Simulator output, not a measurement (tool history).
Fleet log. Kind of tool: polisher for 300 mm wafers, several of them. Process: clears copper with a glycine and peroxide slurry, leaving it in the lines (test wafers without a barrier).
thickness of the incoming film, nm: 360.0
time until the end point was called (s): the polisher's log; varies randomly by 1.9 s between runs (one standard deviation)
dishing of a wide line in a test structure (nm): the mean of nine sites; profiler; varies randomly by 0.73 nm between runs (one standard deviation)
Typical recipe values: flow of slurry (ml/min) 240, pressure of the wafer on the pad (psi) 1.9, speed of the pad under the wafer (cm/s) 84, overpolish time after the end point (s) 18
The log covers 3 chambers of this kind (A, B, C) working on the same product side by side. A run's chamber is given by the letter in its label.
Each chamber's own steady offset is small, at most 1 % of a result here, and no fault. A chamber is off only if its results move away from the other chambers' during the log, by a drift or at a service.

| run | hour | flow of slurry (ml/min) | pressure of the wafer on the pad (psi) | speed of the pad under the wafer (cm/s) | overpolish time after the end point (s) | time until the end point was called (s) | dishing of a wide line in a test structure (nm) |
|---|---|---|---|---|---|---|---|
|  | 2.1 | chamber C: worn pad replaced by a new one |
|  | 7.4 | chamber B: slurry nozzle cleaned |
| 1C | 8.4 | 240 | 1.9 | 84 | 18 | 94.39 | 46.637 |
| 2B | 16.5 | 240 | 1.9 | 84 | 18 | 96.239 | 49.414 |
|  | 21.8 | chamber A: slurry nozzle cleaned |
| 3A | 23.8 | 240 | 1.9 | 84 | 18 | 96.833 | 47.422 |
|  | 30.7 | chamber B: worn pad replaced by a new one |
| 4C | 36.9 | 240 | 1.9 | 84 | 18 | 92.708 | 48.057 |
| 5B | 52.1 | 240 | 1.9 | 84 | 18 | 93.347 | 47.327 |
| 6A | 66.5 | 240 | 1.9 | 84 | 18 | 93.933 | 45.884 |
| 7A | 76.4 | 240 | 1.9 | 84 | 18 | 94.302 | 47.53 |
| 8B | 91.6 | 240 | 1.9 | 84 | 18 | 93.198 | 49.335 |
|  | 95.4 | chamber C: worn pad replaced by a new one |
|  | 96.9 | chamber A: head pressure recalibrated |
| 9C | 102.1 | 240 | 1.9 | 84 | 18 | 94.832 | 47.759 |
| 10B | 109.3 | 240 | 1.9 | 84 | 18 | 92.235 | 46.927 |
| 11A | 122.3 | 240 | 1.9 | 84 | 18 | 95.214 | 47.926 |
| 12C | 137 | 240 | 1.9 | 84 | 18 | 94.232 | 48.114 |
| 13A | 148 | 240 | 1.9 | 84 | 18 | 96.28 | 48.67 |
| 14B | 160.2 | 285 | 1.9 | 112 | 18 | 73.365 | 59.23 |
| 15C | 169.6 | 285 | 1.9 | 112 | 18 | 75.911 | 58.441 |
|  | 170.9 | chamber C: worn pad replaced by a new one |
| 16C | 183.3 | 285 | 1.9 | 112 | 18 | 75.242 | 58.313 |
|  | 189.3 | chamber A: worn pad replaced by a new one |
| 17B | 192.4 | 240 | 1.9 | 84 | 18 | 94.247 | 48.508 |
|  | 195.3 | chamber B: worn pad replaced by a new one |
| 18A | 204.2 | 240 | 1.9 | 84 | 18 | 93.609 | 48.045 |
| 19A | 214.7 | 240 | 1.9 | 84 | 18 | 98.089 | 46.465 |
| 20C | 230 | 240 | 1.9 | 84 | 18 | 93.163 | 47.534 |
| 21B | 243.3 | 275 | 1.9 | 84 | 18 | 92.214 | 50.131 |
| 22B | 254.4 | 275 | 1.9 | 84 | 18 | 89.469 | 47.143 |

Predict what each chamber gives when all 3 of them run the settings below next.
| 23A | 266.2 | 240 | 1.9 | 84 | 18 | ? | ? |
| 23B | 266.2 | 240 | 1.9 | 84 | 18 | ? | ? |
| 23C | 266.2 | 240 | 1.9 | 84 | 18 | ? | ? |

| run | time until the end point was called (s) | dishing of a wide line in a test structure (nm) |
|---|---|---|
| 23A | 97.403 | 47.512 |
| 23B | 90.246 | 46.856 |
| 23C | 94.712 | 47.518 |
